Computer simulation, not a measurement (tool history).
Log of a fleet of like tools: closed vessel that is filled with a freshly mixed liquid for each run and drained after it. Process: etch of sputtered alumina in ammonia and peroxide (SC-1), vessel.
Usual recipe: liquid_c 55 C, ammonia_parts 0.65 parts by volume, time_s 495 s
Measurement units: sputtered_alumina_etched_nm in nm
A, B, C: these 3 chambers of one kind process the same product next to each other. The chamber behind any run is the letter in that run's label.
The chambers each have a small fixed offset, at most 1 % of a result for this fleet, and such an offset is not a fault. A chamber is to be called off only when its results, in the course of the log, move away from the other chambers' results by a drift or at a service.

| run | day | liquid_c | ammonia_parts | time_s | read-back film thickness of the sputtered alumina reference wafer, read on the same gauge (nm) | sputtered_alumina_etched_nm |
|---|---|---|---|---|---|---|
| 1A | 0.092 | 55 | 0.65 | 495 | 39.994 | 23.574 |
| 2C | 0.192 | 55 | 0.65 | 495 | 40.036 | 24.184 |
| 3B | 0.283 | 55 | 0.65 | 495 | 40.012 | 24.305 |
| 4B | 0.371 | 55 | 0.65 | 495 | 40.008 | 24.04 |
| 5C | 0.488 | 55 | 0.65 | 495 | 40.019 | 24.348 |
| 6A | 0.633 | 55 | 0.65 | 495 | 39.963 | 23.513 |
| 7B | 0.75 | 55 | 0.65 | 285 | 40.036 | 13.844 |
| 8A | 0.888 | 55 | 0.65 | 285 | 39.989 | 13.696 |
| 9C | 1.05 | 55 | 0.65 | 285 | 39.981 | 13.713 |
| 10C | 1.133 | 55 | 0.65 | 495 | 40.02 | 24.203 |
| 11A | 1.312 | 48.5 | 0.9 | 495 | 40.002 | 17.427 |
| 12B | 1.442 | 48.5 | 0.9 | 495 | 39.978 | 17.338 |
| 13A | 1.529 | 48.5 | 0.9 | 495 | 39.996 | 17.07 |
| 14C | 1.633 | 55 | 0.65 | 495 | 40.033 | 24.266 |
| 15B | 1.738 | 55 | 0.65 | 495 | 40.017 | 24.048 |
| 16A | 1.871 | 55 | 0.65 | 495 | 39.992 | 23.873 |
| 17C | 2.012 | 55 | 0.65 | 495 | 39.998 | 24.233 |
| 18B | 2.175 | 55 | 0.65 | 495 | 40.046 | 24.116 |
|  | 2.238 | chamber B: ammonia flow meter replaced |
| 19A | 2.304 | 55 | 0.65 | 495 | 39.965 | 23.792 |
| 20B | 2.425 | 55 | 0.65 | 495 | 39.998 | 23.939 |
| 21C | 2.512 | 55 | 0.95 | 495 | 39.999 | 25.859 |
| 22B | 2.633 | 55 | 0.95 | 495 | 39.967 | 24.461 |
| 23A | 2.758 | 55 | 0.95 | 495 | 39.967 | 24.708 |
| 24C | 2.867 | 55 | 0.65 | 495 | 39.973 | 24.667 |
| 25C | 2.971 | 55 | 0.65 | 495 | 40.005 | 24.716 |
| 26B | 3.079 | 55 | 0.65 | 495 | 39.981 | 23.603 |
| 27A | 3.229 | 55 | 0.5 | 495 | 39.999 | 23.2 |
| 28A | 3.4 | 55 | 0.5 | 495 | 40.002 | 23.117 |
| 29B | 3.521 | 55 | 0.5 | 495 | 40.007 | 23.203 |
|  | 3.55 | chamber B: new drum of ammonia solution connected |
| 30C | 3.621 | 55 | 0.65 | 705 | 40.009 | 35.639 |
| 31A | 3.725 | 55 | 0.65 | 705 | 40.011 | 33.831 |
| 32B | 3.888 | 55 | 0.65 | 705 | 39.991 | 34.473 |
| 33C | 3.971 | 58.5 | 0.65 | 495 | 39.987 | 30.731 |
| 34B | 4.062 | 58.5 | 0.65 | 495 | 39.971 | 28.418 |
| 35C | 4.217 | 58.5 | 0.65 | 495 | 39.986 | 30.015 |
| 36A | 4.329 | 55 | 0.65 | 495 | 40.002 | 23.697 |
| 37A | 4.425 | 55 | 0.65 | 495 | 40.007 | 23.735 |
| 38C | 4.508 | 55 | 0.65 | 495 | 39.973 | 25.014 |
| 39B | 4.604 | 55 | 0.65 | 495 | 39.985 | 23.813 |
| 40A | 4.704 | 55 | 0.65 | 495 | 39.976 | 23.57 |
| 41C | 4.871 | 55 | 0.65 | 495 | 39.965 | 25.591 |
| 42B | 4.992 | 55 | 0.65 | 495 | 39.973 | 23.996 |
| 43C | 5.096 | 55 | 0.65 | 495 | 39.972 | 25.149 |
| 44B | 5.233 | 55 | 0.65 | 495 | 39.972 | 23.838 |

One chamber off, gauge drift, or nothing amiss beyond the chambers' own small offsets? If it is a chamber, which one, and what is the likeliest cause?

Little by little, chamber C moves away from the other chambers.
What lies behind it: liquid hotter than its thermometer reads (K) = 1.11.

Chamber C could run next with any of the 4 candidate recipes listed below; each alters the usual settings, and their results appear as question marks. Which one brings its results back in line with what the other chambers deliver on the usual settings?
A result is in line if it is within this distance of the other chambers' mean on the usual settings: sputtered_alumina_etched_nm 0.74 nm
| 45C-1 | 5.362 | 55 | 0.65 | 525 |  | ? |
| 45C-2 | 5.362 | 55 | 0.65 | 555 |  | ? |
| 45C-3 | 5.362 | 54.5 | 0.65 | 475 |  | ? |
| 45C-4 | 5.362 | 52.5 | 0.65 | 495 |  | ? |

On the usual settings, the other chambers give on average: sputtered_alumina_etched_nm 23.858 nm
| run | sputtered_alumina_etched_nm |
|---|---|
| 45C-1 | 27.121 |
| 45C-2 | 28.671 |
| 45C-3 | 23.899 |
| 45C-4 | 22.401 |
45C-3 puts the chamber back in line with the other chambers.

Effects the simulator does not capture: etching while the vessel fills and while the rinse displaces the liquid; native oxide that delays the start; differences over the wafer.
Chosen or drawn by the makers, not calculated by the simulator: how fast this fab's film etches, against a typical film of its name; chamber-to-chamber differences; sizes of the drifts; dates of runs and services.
